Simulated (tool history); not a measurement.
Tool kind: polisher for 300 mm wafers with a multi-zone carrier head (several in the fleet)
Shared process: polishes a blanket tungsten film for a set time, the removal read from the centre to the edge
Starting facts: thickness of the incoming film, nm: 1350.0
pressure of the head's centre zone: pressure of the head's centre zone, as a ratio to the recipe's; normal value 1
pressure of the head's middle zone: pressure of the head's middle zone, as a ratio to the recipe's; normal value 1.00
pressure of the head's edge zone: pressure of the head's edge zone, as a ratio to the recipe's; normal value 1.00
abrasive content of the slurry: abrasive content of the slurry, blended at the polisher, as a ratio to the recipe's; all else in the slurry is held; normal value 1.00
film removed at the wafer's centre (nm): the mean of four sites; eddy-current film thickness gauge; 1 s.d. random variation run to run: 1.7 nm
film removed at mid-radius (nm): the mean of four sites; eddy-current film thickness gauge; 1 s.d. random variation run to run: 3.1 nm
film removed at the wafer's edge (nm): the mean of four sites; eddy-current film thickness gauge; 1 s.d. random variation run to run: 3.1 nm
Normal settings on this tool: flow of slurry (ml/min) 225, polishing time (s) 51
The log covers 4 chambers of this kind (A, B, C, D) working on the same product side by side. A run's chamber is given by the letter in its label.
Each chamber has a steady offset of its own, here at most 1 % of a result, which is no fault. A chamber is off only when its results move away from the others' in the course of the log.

run   hour  flow of slurry (ml/min)  pressure of the head's centre zone  pressure of the head's middle zone  pressure of the head's edge zone  abrasive content of the slurry  polishing time (s)  film removed at the wafer's centre (nm)  film removed at mid-radius (nm)  film removed at the wafer's edge (nm)
      13.5  -- chamber D: worn pad replaced by a new one
 1D   14.8                      225                                   1                                1.00                              1.00                            1.00                  51                                   207.13                           204.70                                 204.58
 2C   24.1                      225                                   1                                1.00                              1.00                            1.00                  51                                   208.64                           204.69                                 209.90
 3B   39.4                      225                                   1                                1.00                              1.00                            1.00                  51                                   209.14                           208.40                                 206.96
      39.9  -- chamber B: centre zone pressure recalibrated
 4A   49.5                      225                                   1                                1.00                              1.00                            1.00                  51                                   207.10                           203.46                                 209.59
      53.8  -- chamber C: worn pad replaced by a new one
 5C   57.3                      225                                   1                                1.00                              1.00                            1.00                  51                                   208.13                           206.27                                 205.62
      61.4  -- chamber B: worn pad replaced by a new one
 6B   64.4                      225                                   1                                1.11                              1.00                            1.00                  66                                   266.31                           295.09                                 267.51
      65.2  -- chamber A: worn pad replaced by a new one
 7A   72.5                      225                                   1                                1.11                              1.00                            1.00                  66                                   273.93                           292.76                                 273.60
      86.2  -- chamber D: worn pad replaced by a new one
 8D   86.6                      225                                   1                                1.11                              1.00                            1.00                  66                                   273.49                           300.74                                 267.17
 9A  100.4                      225                                   1                                1.11                              1.00                            1.00                  66                                   268.84                           297.46                                 268.81
10D  111.2                      225                                   1                                1.00                              1.00                            1.00                  51                                   209.69                           206.49                                 206.71
11C  118.8                      225                                   1                                1.00                              1.00                            1.10                  51                                   212.99                           213.43                                 210.24
12B  127.8                      225                                   1                                1.00                              1.00                            1.10                  51                                   208.22                           211.89                                 211.04
13C  137.9                      225                                   1                                1.00                              1.00                            1.10                  51                                   214.43                           214.15                                 213.60
     149.2  -- chamber C: worn pad replaced by a new one
14A  151.3                      225                                   1                                1.00                              1.00                            1.10                  51                                   213.37                           209.15                                 216.69
     154.8  -- chamber A: worn pad replaced by a new one
     154.9  -- chamber C: slurry nozzle cleaned
     159.0  -- chamber A: centre zone pressure recalibrated
     161.2  -- chamber A: edge zone pressure recalibrated
15D  162.3                      225                                   1                                1.00                              1.00                            1.00                  51                                   207.55                           207.35                                 204.82
     163.3  -- chamber A: slurry nozzle cleaned
16B  171.5                      225                                   1                                1.00                              1.00                            1.00                  51                                   203.49                           200.72                                 206.53
     171.9  -- chamber D: worn pad replaced by a new one
17C  179.0                      225                                   1                                1.00                              1.00                            0.85                  51                                   201.13                           202.44                                 199.33
18A  187.0                      225                                   1                                1.00                              1.00                            0.85                  51                                   200.36                           201.06                                 201.16
19D  199.3                      225                                   1                                1.00                              1.00                            0.85                  51                                   200.31                           201.34                                 199.78
20B  213.1                      225                                   1                                1.00                              1.00                            0.85                  51                                   193.15                           193.61                                 198.51
21B  224.0                      225                                   1                                1.00                              1.00                            1.00                  51                                   200.52                           201.72                                 204.56
22C  236.1                      225                                   1                                1.00                              1.00                            1.00                  51                                   208.30                           203.80                                 211.43
     238.9  -- chamber C: worn pad replaced by a new one
     244.1  -- chamber D: worn pad replaced by a new one
     245.8  -- chamber A: worn pad replaced by a new one
23D  246.9                      225                                   1                                1.00                              0.93                            1.00                  51                                   207.39                           208.20                                 201.75
     251.7  -- chamber C: edge zone pressure recalibrated
24A  262.3                      225                                   1                                1.00                              0.93                            1.00                  51                                   207.70                           205.63                                 197.23
     262.7  -- chamber B: worn pad replaced by a new one
     267.6  -- chamber D: slurry nozzle cleaned
25B  268.9                      225                                   1                                1.00                              0.93                            1.00                  51                                   201.77                           202.28                                 201.52
26C  279.1                      225                                   1                                1.00                              0.93                            1.00                  51                                   211.60                           206.31                                 195.41
27D  289.5                      225                                   1                                1.00                              1.00                            1.00                  51                                   212.37                           204.26                                 208.24
28A  303.5                      225                                   1                                1.00                              1.00                            1.00                  51                                   207.71                           205.29                                 210.22
29D  312.6                      225                                   1                                1.00                              1.00                            1.00                  51                                   208.58                           206.48                                 211.26
     317.8  -- chamber D: worn pad replaced by a new one
30A  327.8                      225                                   1                                1.00                              1.00                            1.00                  51                                   206.02                           204.49                                 209.59
     332.3  -- chamber A: worn pad replaced by a new one
     339.7  -- chamber C: worn pad replaced by a new one
31B  342.1                      225                                   1                                0.95                              1.07                            1.00                  51                                   198.13                           188.69                                 218.08
32C  350.7                      225                                   1                                0.95                              1.07                            1.00                  51                                   206.69                           197.71                                 216.25
33A  360.6                      225                                   1                                0.95                              1.07                            1.00                  51                                   210.42                           201.43                                 221.73
34B  367.4                      225                                   1                                0.95                              1.07                            1.00                  51                                   196.16                           191.75                                 210.48
35C  375.1                      225                                   1                                1.00                              1.00                            1.00                  51                                   208.31                           204.14                                 206.43
36D  382.8                      225                                   1                                1.00                              1.00                            1.00                  51                                   207.43                           202.25                                 209.70
     385.9  -- chamber C: slurry nozzle cleaned
     388.8  -- chamber D: worn pad replaced by a new one
37C  393.4                      225                                   1                                1.00                              1.00                            1.00                  51                                   208.48                           204.72                                 203.12
38D  406.9                      225                                   1                                1.00                              1.00                            1.00                  51                                   209.56                           202.85                                 210.82
39A  415.1                      180                                   1                                1.00                              1.11                            1.00                  51                                   200.28                           198.09                                 216.29

Is one chamber out of step, is the gauge drifting, or do the chambers differ by no more than their own small offsets? For an off chamber, give its letter and the likeliest cause.

One chamber, B, drifts off from the rest bit by bit.
What lies behind it: slurry flow missing at the pad, % = 32.1.

Chamber B could run next with any of the 4 candidate recipes listed below; each alters the usual settings, and their results appear as question marks. Which one brings its results back in line with what the other chambers deliver on the usual settings?
Maximum distance from the other chambers' mean on the usual settings for a result to count as in line: film removed at the wafer's centre (nm) 6.10; film removed at mid-radius (nm) 11.00; film removed at the wafer's edge (nm) 11.00
40B-1  426.1                      215                                0.95                                0.98                              1.03                            1.00                  47                                        ?                                ?                                      ?
40B-2  426.1                      220                                0.97                                0.99                              1.02                            1.00                  49                                        ?                                ?                                      ?
40B-3  426.1                      230                                1.03                                1.01                              0.98                            1.00                  53                                        ?                                ?                                      ?
40B-4  426.1                      235                                1.05                                1.02                              0.97                            1.00                  55                                        ?                                ?                                      ?

The other chambers' mean on the usual settings: film removed at the wafer's centre (nm) 208.49; film removed at mid-radius (nm) 207.02; film removed at the wafer's edge (nm) 207.41
  run  film removed at the wafer's centre (nm)  film removed at mid-radius (nm)  film removed at the wafer's edge (nm)
40B-1                                   166.81                           177.23                                 186.93
40B-2                                   178.91                           187.29                                 194.45
40B-3                                   208.84                           207.96                                 207.07
40B-4                                   222.37                           218.59                                 214.30
The answer is 40B-3, which returns the chamber to within the allowed miss of the others.
